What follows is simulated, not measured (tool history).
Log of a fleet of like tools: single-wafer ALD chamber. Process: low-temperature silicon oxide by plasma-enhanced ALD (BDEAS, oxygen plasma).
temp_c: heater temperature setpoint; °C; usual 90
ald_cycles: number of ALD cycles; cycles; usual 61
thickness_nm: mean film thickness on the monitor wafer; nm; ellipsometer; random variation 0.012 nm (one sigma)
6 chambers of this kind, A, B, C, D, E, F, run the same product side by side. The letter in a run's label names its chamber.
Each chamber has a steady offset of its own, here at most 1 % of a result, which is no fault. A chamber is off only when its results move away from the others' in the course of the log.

| run | day | temp_c | ald_cycles | read-back reference wafer on the same gauge, thickness_nm | thickness_nm |
|---|---|---|---|---|---|
| 1C | 0.271 | 90 | 61 | 7.9574 | 9.0645 |
| 2B | 0.579 | 90 | 61 | 7.9554 | 9.0169 |
| 3A | 0.921 | 90 | 61 | 7.9560 | 9.0856 |
| 4E | 1.117 | 90 | 61 | 7.9564 | 9.1000 |
| 5F | 1.517 | 99 | 72 | 7.9538 | 10.3110 |
| 6D | 1.946 | 99 | 72 | 7.9564 | 10.3540 |
| 7B | 2.325 | 99 | 72 | 7.9524 | 10.3310 |
| 8E | 2.592 | 99 | 72 | 7.9524 | 10.3620 |
| 9A | 2.858 | 99 | 72 | 7.9486 | 10.3770 |
| 10D | 3.171 | 99 | 72 | 7.9494 | 10.3430 |
| 11C | 3.396 | 90 | 61 | 7.9464 | 9.0651 |
| 12F | 3.600 | 90 | 61 | 7.9485 | 9.0230 |
| 13B | 4.012 | 90 | 61 | 7.9481 | 9.0413 |
| 14C | 4.429 | 95 | 61 | 7.9475 | 8.8857 |
| 15D | 4.862 | 95 | 61 | 7.9458 | 8.8728 |
| 16F | 5.312 | 95 | 61 | 7.9415 | 8.8392 |
| 17E | 5.562 | 95 | 61 | 7.9441 | 8.9121 |
| 18A | 5.958 | 95 | 61 | 7.9426 | 8.9215 |
| 19E | 6.271 | 95 | 61 | 7.9398 | 8.9061 |
| 20F | 6.467 | 90 | 61 | 7.9415 | 9.0001 |
| 21A | 6.675 | 90 | 61 | 7.9409 | 9.0399 |
|  | 6.917 | chamber A: thermocouple changed; heater temperature recalibrated |
| 22B | 7.112 | 90 | 61 | 7.9395 | 9.0339 |
| 23C | 7.333 | 90 | 61 | 7.9373 | 9.0458 |
| 24D | 7.662 | 90 | 61 | 7.9368 | 9.0127 |
| 25D | 7.954 | 90 | 61 | 7.9360 | 9.0303 |
| 26B | 8.354 | 90 | 61 | 7.9324 | 9.0090 |
| 27F | 8.688 | 90 | 61 | 7.9340 | 8.9868 |
| 28A | 9.062 | 90 | 61 | 7.9344 | 9.0628 |
| 29C | 9.500 | 83 | 52 | 7.9284 | 7.8847 |
| 30E | 9.712 | 83 | 52 | 7.9303 | 7.8985 |
| 31D | 10.133 | 83 | 52 | 7.9303 | 7.8754 |
| 32A | 10.479 | 83 | 52 | 7.9306 | 7.8903 |
| 33F | 10.704 | 83 | 52 | 7.9271 | 7.8433 |
| 34E | 11.142 | 83 | 52 | 7.9258 | 7.8775 |
| 35C | 11.433 | 85 | 61 | 7.9262 | 9.1868 |
| 36B | 11.662 | 85 | 61 | 7.9227 | 9.1500 |
| 37A | 11.883 | 85 | 61 | 7.9238 | 9.1838 |
| 38E | 12.138 | 85 | 61 | 7.9246 | 9.1899 |
| 39D | 12.421 | 85 | 61 | 7.9243 | 9.1707 |
| 40C | 12.754 | 85 | 61 | 7.9189 | 9.1772 |
| 41B | 12.979 | 90 | 61 | 7.9219 | 9.0024 |
| 42F | 13.250 | 90 | 61 | 7.9185 | 8.9685 |
| 43E | 13.688 | 90 | 61 | 7.9155 | 9.0135 |
| 44B | 14.079 | 90 | 61 | 7.9199 | 8.9713 |

What goes on in this fleet: one chamber off, a drifting gauge, or nothing beyond the chambers' own small offsets? Name the chamber and the cause, if any.

The gauge drifts, so all chambers seem to drift together. No chamber is off.
Cause: gauge reads low (%) = 0.552.

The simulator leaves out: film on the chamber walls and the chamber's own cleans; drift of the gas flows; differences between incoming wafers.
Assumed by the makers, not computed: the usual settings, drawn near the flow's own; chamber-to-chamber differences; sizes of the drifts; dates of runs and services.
